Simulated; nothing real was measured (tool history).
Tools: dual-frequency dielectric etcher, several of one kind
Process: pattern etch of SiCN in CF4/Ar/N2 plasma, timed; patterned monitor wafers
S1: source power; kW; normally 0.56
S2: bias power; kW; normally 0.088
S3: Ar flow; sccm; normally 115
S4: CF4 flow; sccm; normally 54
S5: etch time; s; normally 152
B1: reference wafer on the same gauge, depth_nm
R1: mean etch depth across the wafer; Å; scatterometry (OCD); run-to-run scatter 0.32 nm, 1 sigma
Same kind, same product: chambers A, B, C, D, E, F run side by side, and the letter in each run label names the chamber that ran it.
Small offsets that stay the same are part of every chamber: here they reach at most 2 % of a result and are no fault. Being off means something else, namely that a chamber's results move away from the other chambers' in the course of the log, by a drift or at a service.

Run 1A, hour 2.6: usual settings; B1 164. Result: R1 1632.3 Å.
Run 2E, hour 5.5: usual settings; B1 164.01. Result: R1 1608.8 Å.
Run 3D, hour 9.2: usual settings; B1 163.99. Result: R1 1613.8 Å.
Run 4B, hour 13: usual settings; B1 164. Result: R1 1596 Å.
Run 5F, hour 16.1: usual settings; B1 163.96. Result: R1 1588.7 Å.
Run 6C, hour 18.9: usual settings; B1 163.89. Result: R1 1599.7 Å.
Run 7E, hour 22.6: usual settings; B1 163.94. Result: R1 1598.9 Å.
Run 8D, hour 25.6: usual settings; B1 164.02. Result: R1 1618.2 Å.
Run 9A, hour 29.4: usual settings; B1 164.08. Result: R1 1637.3 Å.
Run 10B, hour 32.1: usual settings; B1 164.05. Result: R1 1599.1 Å.
Run 11C, hour 36.3: usual settings; B1 163.9. Result: R1 1596.2 Å.
Run 12F, hour 40.4: usual settings; B1 164. Result: R1 1595.4 Å.
At hour 44: chamber C: wet clean of the chamber.
Run 13E, hour 44.7: usual settings; B1 163.95. Result: R1 1613.7 Å.
Run 14A, hour 48.2: usual settings; B1 164.06. Result: R1 1635.1 Å.
Run 15B, hour 51.7: usual settings; B1 164. Result: R1 1595.2 Å.
Run 16D, hour 54.7: usual settings; B1 164.08. Result: R1 1616.6 Å.
Run 17F, hour 57.8: usual settings; B1 163.98. Result: R1 1589.8 Å.
Run 18C, hour 62.1: usual settings; B1 163.97. Result: R1 1588.9 Å.
Run 19D, hour 64.8: usual settings; B1 164.05. Result: R1 1609.9 Å.
Run 20B, hour 67.8: usual settings; B1 164.02. Result: R1 1594.1 Å.
Run 21A, hour 71.3: usual settings; B1 164.04. Result: R1 1634.8 Å.
Run 22C, hour 73.3: usual settings; B1 164. Result: R1 1595.7 Å.
Run 23E, hour 77.4: usual settings; B1 163.93. Result: R1 1608.9 Å.
Run 24F, hour 81.2: usual settings; B1 163.98. Result: R1 1589.2 Å.
Run 25E, hour 83.6: usual settings; B1 163.99. Result: R1 1605.5 Å.
Run 26D, hour 87.5: usual settings; B1 163.98. Result: R1 1619.2 Å.
Run 27F, hour 91.3: usual settings; B1 164.01. Result: R1 1591.7 Å.
Run 28A, hour 93.5: usual settings but S2 0.098 kW; B1 164.01. Result: R1 1699.2 Å.
Run 29C, hour 95.8: usual settings but S2 0.098 kW; B1 163.96. Result: R1 1644.8 Å.
Run 30B, hour 99.8: usual settings but S2 0.098 kW; B1 164.01. Result: R1 1659.6 Å.
Run 31C, hour 103.8: usual settings but S2 0.098 kW; B1 163.91. Result: R1 1641.9 Å.
Run 32A, hour 108.1: usual settings but S2 0.098 kW; B1 164.05. Result: R1 1703.8 Å.
Run 33D, hour 110.7: usual settings but S2 0.098 kW; B1 163.92. Result: R1 1680.9 Å.
Run 34E, hour 114.7: usual settings but S1 0.48 kW, S3 132 sccm; B1 163.92. Result: R1 1373.4 Å.
Run 35F, hour 117.3: usual settings but S1 0.48 kW, S3 132 sccm; B1 163.95. Result: R1 1360.7 Å.
Run 36B, hour 121.4: usual settings but S1 0.48 kW, S3 132 sccm; B1 164. Result: R1 1365.5 Å.
Run 37E, hour 123.5: usual settings but S1 0.48 kW, S3 132 sccm; B1 163.9. Result: R1 1376.6 Å.
Run 38B, hour 127.8: usual settings but S1 0.48 kW, S3 132 sccm; B1 163.99. Result: R1 1368.6 Å.
Run 39D, hour 130.5: usual settings but S1 0.48 kW, S3 132 sccm; B1 163.99. Result: R1 1384.9 Å.
Run 40A, hour 132.4: usual settings but S2 0.072 kW; B1 164. Result: R1 1516 Å.
Run 41C, hour 136.4: usual settings but S2 0.072 kW; B1 164.04. Result: R1 1462.4 Å.
Run 42F, hour 140.6: usual settings but S2 0.072 kW; B1 163.98. Result: R1 1473.3 Å.
Run 43A, hour 144.2: usual settings but S2 0.072 kW; B1 164.04. Result: R1 1521.6 Å.

One chamber off, gauge drift, or nothing amiss beyond the chambers' own small offsets? If it is a chamber, which one, and what is the likeliest cause?

Chamber C drifts away from the others.
What lies behind it: bias power that arrives under what is set, % = 4.79.
It could be hard to tell apart here from: etch rate under this chamber's usual, %; source power that arrives under what is set, %.

Below are 4 candidate recipes for chamber C's next run, each the usual settings with a change, their results shown as question marks. Which of them brings C's results back in line with what the other chambers give on the usual settings?
In line means no further than this from the other chambers' mean on the usual settings: R1 13 Å
Run 44C-1, hour 147.3: usual settings but S1 0.55 kW, S2 0.087 kW, S5 147.5 s. Result: R1 ?.
Run 44C-2, hour 147.3: usual settings but S4 63 sccm. Result: R1 ?.
Run 44C-3, hour 147.3: usual settings but S1 0.59 kW, S2 0.09 kW. Result: R1 ?.
Run 44C-4, hour 147.3: usual settings but S5 148 s. Result: R1 ?.

Average result of the remaining chambers running the usual settings: R1 1608.7 Å
  run      R1
44C-1  1491.3
44C-2  1606.2
44C-3  1653.2
44C-4  1526.2
It is 44C-2 that realigns the chamber with its peers.
